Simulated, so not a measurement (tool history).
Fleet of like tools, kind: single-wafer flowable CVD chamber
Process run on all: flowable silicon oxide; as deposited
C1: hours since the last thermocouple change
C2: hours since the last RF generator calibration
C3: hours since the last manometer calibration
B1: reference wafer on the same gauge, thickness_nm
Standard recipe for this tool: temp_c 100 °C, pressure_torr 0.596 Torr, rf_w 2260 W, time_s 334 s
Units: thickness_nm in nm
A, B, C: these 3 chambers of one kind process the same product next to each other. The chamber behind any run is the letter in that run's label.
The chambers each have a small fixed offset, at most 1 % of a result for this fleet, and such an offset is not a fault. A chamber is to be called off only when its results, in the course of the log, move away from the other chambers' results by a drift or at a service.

{"run": "1C", "day": 0.492, "temp_c": 100, "pressure_torr": 0.596, "rf_w": 2260, "time_s": 334, "C1": 841.9, "C2": 83.2, "C3": 1251.1, "B1": 156.02, "thickness_nm": 139.62}
{"run": "2A", "day": 0.846, "temp_c": 100, "pressure_torr": 0.596, "rf_w": 2260, "time_s": 334, "C1": 1034.8, "C2": 834.9, "C3": 905.4, "B1": 155.97, "thickness_nm": 138.18}
{"run": "3B", "day": 1.225, "temp_c": 100, "pressure_torr": 0.596, "rf_w": 2260, "time_s": 334, "C1": 1586.6, "C2": 1512.1, "C3": 735.9, "B1": 155.83, "thickness_nm": 139.09}
{"run": "4A", "day": 1.633, "temp_c": 100, "pressure_torr": 0.596, "rf_w": 2260, "time_s": 334, "C1": 1053.7, "C2": 853.8, "C3": 924.3, "B1": 155.85, "thickness_nm": 138.17}
{"run": "5C", "day": 2.146, "temp_c": 100, "pressure_torr": 0.596, "rf_w": 2260, "time_s": 334, "C1": 881.6, "C2": 122.9, "C3": 1290.8, "B1": 155.84, "thickness_nm": 139.48}
{"run": "6B", "day": 2.396, "temp_c": 100, "pressure_torr": 0.596, "rf_w": 2260, "time_s": 334, "C1": 1614.7, "C2": 1540.2, "C3": 764.0, "B1": 155.85, "thickness_nm": 138.51}
{"day": 2.579, "done": "chamber B: RF generator calibrated"}
{"run": "7B", "day": 2.638, "temp_c": 100, "pressure_torr": 0.596, "rf_w": 2260, "time_s": 334, "C1": 1620.5, "C2": 1.5, "C3": 769.8, "B1": 155.75, "thickness_nm": 138.45}
{"run": "8C", "day": 2.996, "temp_c": 100, "pressure_torr": 0.596, "rf_w": 2260, "time_s": 334, "C1": 902.0, "C2": 143.3, "C3": 1311.2, "B1": 155.77, "thickness_nm": 139.27}
{"run": "9A", "day": 3.479, "temp_c": 100, "pressure_torr": 0.596, "rf_w": 2260, "time_s": 334, "C1": 1098.0, "C2": 898.1, "C3": 968.6, "B1": 155.85, "thickness_nm": 138.15}
{"run": "10B", "day": 3.858, "temp_c": 100, "pressure_torr": 0.596, "rf_w": 2260, "time_s": 334, "C1": 1649.8, "C2": 30.8, "C3": 799.1, "B1": 155.78, "thickness_nm": 138.33}
{"run": "11A", "day": 4.229, "temp_c": 100, "pressure_torr": 0.596, "rf_w": 2260, "time_s": 334, "C1": 1116.0, "C2": 916.1, "C3": 986.6, "B1": 155.77, "thickness_nm": 138.11}
{"run": "12C", "day": 4.488, "temp_c": 100, "pressure_torr": 0.596, "rf_w": 2260, "time_s": 334, "C1": 937.8, "C2": 179.1, "C3": 1347.0, "B1": 155.74, "thickness_nm": 138.94}
{"run": "13B", "day": 4.738, "temp_c": 100, "pressure_torr": 0.596, "rf_w": 2260, "time_s": 334, "C1": 1670.9, "C2": 51.9, "C3": 820.2, "B1": 155.72, "thickness_nm": 138.48}
{"run": "14A", "day": 5.171, "temp_c": 100, "pressure_torr": 0.596, "rf_w": 2260, "time_s": 334, "C1": 1138.6, "C2": 938.7, "C3": 1009.2, "B1": 155.65, "thickness_nm": 138.08}
{"run": "15C", "day": 5.517, "temp_c": 100, "pressure_torr": 0.596, "rf_w": 2260, "time_s": 334, "C1": 962.5, "C2": 203.8, "C3": 1371.7, "B1": 155.69, "thickness_nm": 139.39}
{"day": 5.529, "done": "chamber B: capacitance manometer re-zeroed and calibrated"}
{"run": "16B", "day": 5.954, "temp_c": 100, "pressure_torr": 0.596, "rf_w": 2260, "time_s": 334, "C1": 1700.1, "C2": 81.1, "C3": 10.3, "B1": 155.61, "thickness_nm": 138.72}
{"run": "17C", "day": 6.392, "temp_c": 100, "pressure_torr": 0.596, "rf_w": 2260, "time_s": 334, "C1": 983.5, "C2": 224.8, "C3": 1392.7, "B1": 155.57, "thickness_nm": 138.78}
{"run": "18A", "day": 6.742, "temp_c": 100, "pressure_torr": 0.596, "rf_w": 2260, "time_s": 334, "C1": 1176.3, "C2": 976.4, "C3": 1046.9, "B1": 155.59, "thickness_nm": 138.41}
{"run": "19B", "day": 7.25, "temp_c": 100, "pressure_torr": 0.596, "rf_w": 2260, "time_s": 334, "C1": 1731.2, "C2": 112.2, "C3": 41.4, "B1": 155.62, "thickness_nm": 138.19}
{"run": "20A", "day": 7.675, "temp_c": 100, "pressure_torr": 0.596, "rf_w": 2260, "time_s": 334, "C1": 1198.7, "C2": 998.8, "C3": 1069.3, "B1": 155.52, "thickness_nm": 137.76}
{"run": "21C", "day": 7.929, "temp_c": 100, "pressure_torr": 0.596, "rf_w": 2455, "time_s": 354, "C1": 1020.4, "C2": 261.7, "C3": 1429.6, "B1": 155.52, "thickness_nm": 148.75}
{"run": "22B", "day": 8.196, "temp_c": 100, "pressure_torr": 0.596, "rf_w": 2455, "time_s": 354, "C1": 1753.9, "C2": 134.9, "C3": 64.1, "B1": 155.44, "thickness_nm": 148.49}
{"run": "23C", "day": 8.479, "temp_c": 100, "pressure_torr": 0.596, "rf_w": 2455, "time_s": 354, "C1": 1033.6, "C2": 274.9, "C3": 1442.8, "B1": 155.47, "thickness_nm": 148.83}
{"run": "24A", "day": 8.942, "temp_c": 100, "pressure_torr": 0.596, "rf_w": 2260, "time_s": 334, "C1": 1229.1, "C2": 1029.2, "C3": 1099.7, "B1": 155.48, "thickness_nm": 137.87}
{"run": "25A", "day": 9.404, "temp_c": 100, "pressure_torr": 0.596, "rf_w": 1935, "time_s": 274, "C1": 1240.2, "C2": 1040.3, "C3": 1110.8, "B1": 155.46, "thickness_nm": 109.5}
{"run": "26B", "day": 9.683, "temp_c": 100, "pressure_torr": 0.596, "rf_w": 1935, "time_s": 274, "C1": 1789.6, "C2": 170.6, "C3": 99.8, "B1": 155.42, "thickness_nm": 110.33}
{"run": "27C", "day": 9.992, "temp_c": 100, "pressure_torr": 0.596, "rf_w": 1935, "time_s": 274, "C1": 1069.9, "C2": 311.2, "C3": 1479.1, "B1": 155.38, "thickness_nm": 110.61}
{"run": "28A", "day": 10.254, "temp_c": 100, "pressure_torr": 0.596, "rf_w": 2260, "time_s": 334, "C1": 1260.6, "C2": 1060.7, "C3": 1131.2, "B1": 155.31, "thickness_nm": 137.42}
{"run": "29C", "day": 10.575, "temp_c": 100, "pressure_torr": 0.596, "rf_w": 2260, "time_s": 334, "C1": 1083.9, "C2": 325.2, "C3": 1493.1, "B1": 155.34, "thickness_nm": 138.58}
{"run": "30B", "day": 10.838, "temp_c": 100, "pressure_torr": 0.596, "rf_w": 2260, "time_s": 334, "C1": 1817.3, "C2": 198.3, "C3": 127.5, "B1": 155.34, "thickness_nm": 138.35}
{"run": "31A", "day": 11.254, "temp_c": 100, "pressure_torr": 0.596, "rf_w": 2260, "time_s": 334, "C1": 1284.6, "C2": 1084.7, "C3": 1155.2, "B1": 155.3, "thickness_nm": 137.6}
{"run": "32C", "day": 11.712, "temp_c": 100, "pressure_torr": 0.596, "rf_w": 2260, "time_s": 334, "C1": 1111.2, "C2": 352.5, "C3": 1520.4, "B1": 155.31, "thickness_nm": 138.94}
{"run": "33B", "day": 12.138, "temp_c": 100, "pressure_torr": 0.596, "rf_w": 2260, "time_s": 334, "C1": 1848.5, "C2": 229.5, "C3": 158.7, "B1": 155.31, "thickness_nm": 138.32}
{"run": "34C", "day": 12.608, "temp_c": 100, "pressure_torr": 0.596, "rf_w": 2260, "time_s": 334, "C1": 1132.7, "C2": 374.0, "C3": 1541.9, "B1": 155.19, "thickness_nm": 138.65}
{"run": "35B", "day": 13.042, "temp_c": 100, "pressure_torr": 0.596, "rf_w": 2260, "time_s": 334, "C1": 1870.2, "C2": 251.2, "C3": 180.4, "B1": 155.25, "thickness_nm": 138.21}
{"run": "36A", "day": 13.4, "temp_c": 100, "pressure_torr": 0.596, "rf_w": 2260, "time_s": 334, "C1": 1336.1, "C2": 1136.2, "C3": 1206.7, "B1": 155.13, "thickness_nm": 137.48}
{"run": "37A", "day": 13.8, "temp_c": 100, "pressure_torr": 0.596, "rf_w": 2260, "time_s": 334, "C1": 1345.7, "C2": 1145.8, "C3": 1216.3, "B1": 155.2, "thickness_nm": 137.61}
{"run": "38B", "day": 14.038, "temp_c": 100, "pressure_torr": 0.596, "rf_w": 2260, "time_s": 334, "C1": 1894.1, "C2": 275.1, "C3": 204.3, "B1": 155.19, "thickness_nm": 138.02}
{"run": "39C", "day": 14.396, "temp_c": 100, "pressure_torr": 0.596, "rf_w": 2260, "time_s": 334, "C1": 1175.6, "C2": 416.9, "C3": 1584.8, "B1": 155.13, "thickness_nm": 138.17}
{"run": "40B", "day": 14.775, "temp_c": 100, "pressure_torr": 0.596, "rf_w": 2260, "time_s": 334, "C1": 1911.8, "C2": 292.8, "C3": 222.0, "B1": 155.1, "thickness_nm": 137.58}
{"run": "41C", "day": 15.071, "temp_c": 100, "pressure_torr": 0.596, "rf_w": 2260, "time_s": 334, "C1": 1191.8, "C2": 433.1, "C3": 1601.0, "B1": 155.08, "thickness_nm": 138.62}
{"day": 15.212, "done": "chamber A: capacitance manometer re-zeroed and calibrated"}
{"run": "42A", "day": 15.458, "temp_c": 100, "pressure_torr": 0.596, "rf_w": 2260, "time_s": 334, "C1": 1385.5, "C2": 1185.6, "C3": 5.9, "B1": 155.03, "thickness_nm": 137.75}
{"run": "43A", "day": 15.742, "temp_c": 100, "pressure_torr": 0.596, "rf_w": 2260, "time_s": 334, "C1": 1392.3, "C2": 1192.4, "C3": 12.7, "B1": 155.01, "thickness_nm": 137.44}
{"run": "44C", "day": 16.221, "temp_c": 100, "pressure_torr": 0.596, "rf_w": 2260, "time_s": 334, "C1": 1219.4, "C2": 460.7, "C3": 1628.6, "B1": 154.99, "thickness_nm": 138.62}

All chambers now run identical settings, listed one chamber a line with results as question marks. What results will each chamber show?
{"run": "45A", "day": 16.592, "temp_c": 100, "pressure_torr": 0.699, "rf_w": 2260, "time_s": 334, "thickness_nm": "?"}
{"run": "45B", "day": 16.592, "temp_c": 100, "pressure_torr": 0.699, "rf_w": 2260, "time_s": 334, "thickness_nm": "?"}
{"run": "45C", "day": 16.592, "temp_c": 100, "pressure_torr": 0.699, "rf_w": 2260, "time_s": 334, "thickness_nm": "?"}

run=45A thickness_nm=170.15
run=45B thickness_nm=171.75
run=45C thickness_nm=173.00
